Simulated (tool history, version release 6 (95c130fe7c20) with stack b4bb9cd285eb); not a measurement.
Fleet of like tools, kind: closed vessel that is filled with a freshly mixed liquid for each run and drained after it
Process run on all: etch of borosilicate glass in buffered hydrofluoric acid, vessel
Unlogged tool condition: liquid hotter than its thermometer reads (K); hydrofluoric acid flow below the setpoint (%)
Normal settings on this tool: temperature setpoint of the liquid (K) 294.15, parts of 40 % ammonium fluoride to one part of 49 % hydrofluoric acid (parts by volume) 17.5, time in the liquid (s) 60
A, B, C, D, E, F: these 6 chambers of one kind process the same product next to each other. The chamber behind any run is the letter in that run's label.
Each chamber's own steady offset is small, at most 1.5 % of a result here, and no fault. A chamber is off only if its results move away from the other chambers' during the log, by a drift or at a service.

| run | day | temperature setpoint of the liquid (K) | parts of 40 % ammonium fluoride to one part of 49 % hydrofluoric acid (parts by volume) | time in the liquid (s) | hours since the thermometer was replaced | hours since the hydrofluoric acid flow meter was replaced | read-back film thickness of the borosilicate glass reference wafer, read on the same gauge (nm) | thickness taken off the borosilicate glass on a monitor wafer (angstrom) |
|---|---|---|---|---|---|---|---|---|
| 1E | 0.471 | 294.15 | 17.5 | 60 | 189.8 | 952.8 | 99.981 | 365.83 |
| 2B | 0.967 | 294.15 | 17.5 | 60 | 2396.7 | 1098.0 | 99.976 | 361.93 |
| 3F | 1.375 | 294.15 | 17.5 | 60 | 326.3 | 152.2 | 100.010 | 372.02 |
| 4D | 1.788 | 294.15 | 17.5 | 60 | 313.4 | 475.4 | 99.990 | 362.59 |
| 5A | 2.338 | 294.15 | 17.5 | 60 | 689.3 | 435.5 | 100.020 | 362.47 |
| 6C | 2.688 | 294.15 | 17.5 | 60 | 1647.2 | 1007.8 | 100.030 | 363.25 |
| 7B | 3.212 | 294.15 | 17.5 | 60 | 2450.6 | 1151.9 | 99.981 | 366.21 |
| 8E | 3.796 | 294.15 | 17.5 | 60 | 269.6 | 1032.6 | 100.030 | 366.31 |
| 9A | 4.396 | 294.15 | 17.5 | 60 | 738.7 | 484.9 | 100.030 | 364.53 |
| 10D | 4.854 | 294.15 | 17.5 | 60 | 387.0 | 549.0 | 99.971 | 363.23 |
| 11F | 5.371 | 291.15 | 17.5 | 75 | 422.2 | 248.1 | 99.991 | 392.48 |
| 12C | 5.988 | 291.15 | 17.5 | 75 | 1726.4 | 1087.0 | 100.010 | 385.00 |
| 13E | 6.550 | 291.15 | 17.5 | 75 | 335.7 | 1098.7 | 100.000 | 386.26 |
| 14A | 6.988 | 291.15 | 17.5 | 75 | 800.9 | 547.1 | 100.030 | 381.40 |
|  | 7.075 | chamber C: hydrofluoric acid flow meter replaced |
| 15B | 7.388 | 291.15 | 17.5 | 75 | 2550.8 | 1252.1 | 100.000 | 388.28 |
| 16C | 7.867 | 291.15 | 17.5 | 75 | 1771.5 | 19.1 | 100.010 | 387.25 |
| 17F | 8.279 | 294.15 | 17.5 | 60 | 492.0 | 317.9 | 99.963 | 370.79 |
| 18D | 8.646 | 294.15 | 17.5 | 60 | 478.0 | 640.0 | 100.000 | 365.73 |
|  | 8.892 | chamber B: thermometer replaced |
| 19C | 9.133 | 294.15 | 17.5 | 60 | 1801.9 | 49.5 | 100.030 | 360.89 |
| 20D | 9.658 | 294.15 | 17.5 | 60 | 502.3 | 664.3 | 100.060 | 360.40 |
| 21B | 10.083 | 294.15 | 17.5 | 60 | 28.7 | 1316.8 | 99.954 | 365.85 |
| 22F | 10.379 | 294.15 | 17.5 | 60 | 542.4 | 368.3 | 99.994 | 367.66 |
| 23E | 10.896 | 294.15 | 17.5 | 60 | 440.0 | 1203.0 | 99.989 | 370.60 |
| 24A | 11.308 | 294.15 | 17.5 | 60 | 904.6 | 650.8 | 100.020 | 358.66 |
|  | 11.508 | chamber A: thermometer replaced |
| 25D | 11.721 | 294.15 | 17.5 | 60 | 551.8 | 713.8 | 99.984 | 363.67 |
| 26E | 12.175 | 294.15 | 17.5 | 60 | 470.7 | 1233.7 | 99.974 | 370.50 |
| 27B | 12.796 | 294.15 | 17.5 | 60 | 93.8 | 1381.9 | 100.070 | 364.08 |
| 28A | 13.158 | 294.15 | 17.5 | 85 | 39.7 | 695.2 | 99.998 | 508.26 |
|  | 13.171 | chamber E: hydrofluoric acid flow meter replaced |
|  | 13.292 | chamber D: hydrofluoric acid flow meter replaced |
| 29C | 13.692 | 294.15 | 17.5 | 85 | 1911.3 | 158.9 | 99.994 | 510.95 |
| 30F | 14.179 | 294.15 | 17.5 | 85 | 633.6 | 459.5 | 99.976 | 521.93 |
| 31A | 14.533 | 294.15 | 17.5 | 85 | 72.7 | 728.2 | 99.982 | 506.73 |
| 32E | 14.854 | 294.15 | 17.5 | 85 | 535.0 | 40.4 | 99.986 | 514.89 |
| 33D | 15.183 | 294.15 | 17.5 | 85 | 634.9 | 45.4 | 100.000 | 517.11 |
|  | 15.538 | chamber C: thermometer replaced |
| 34C | 15.821 | 290.15 | 17.5 | 35 | 6.9 | 210.0 | 100.010 | 170.63 |
| 35F | 16.221 | 290.15 | 17.5 | 35 | 682.6 | 508.5 | 100.010 | 172.11 |
| 36B | 16.658 | 290.15 | 17.5 | 35 | 186.5 | 1474.6 | 100.010 | 170.49 |
| 37D | 17.112 | 290.15 | 17.5 | 35 | 681.2 | 91.7 | 99.995 | 169.37 |
| 38F | 17.629 | 290.15 | 17.5 | 35 | 716.4 | 542.3 | 99.997 | 170.86 |
| 39B | 17.988 | 290.15 | 17.5 | 35 | 218.4 | 1506.5 | 100.000 | 172.10 |
| 40E | 18.342 | 294.15 | 17.5 | 60 | 618.7 | 124.1 | 100.020 | 372.17 |
| 41C | 18.733 | 294.15 | 17.5 | 60 | 76.8 | 279.9 | 100.030 | 367.79 |
| 42A | 19.129 | 294.15 | 17.5 | 60 | 183.0 | 838.5 | 99.970 | 363.27 |
| 43C | 19.462 | 294.15 | 17.5 | 60 | 94.3 | 297.4 | 99.981 | 365.25 |

All 6 chambers run these settings next. Forecast each chamber's results:
| 44A | 19.917 | 294.15 | 17.5 | 60 |  |  |  | ? |
| 44B | 19.917 | 294.15 | 17.5 | 60 |  |  |  | ? |
| 44C | 19.917 | 294.15 | 17.5 | 60 |  |  |  | ? |
| 44D | 19.917 | 294.15 | 17.5 | 60 |  |  |  | ? |
| 44E | 19.917 | 294.15 | 17.5 | 60 |  |  |  | ? |
| 44F | 19.917 | 294.15 | 17.5 | 60 |  |  |  | ? |

| run | thickness taken off the borosilicate glass on a monitor wafer (angstrom) |
|---|---|
| 44A | 358.88 |
| 44B | 363.46 |
| 44C | 363.36 |
| 44D | 368.22 |
| 44E | 364.11 |
| 44F | 366.62 |
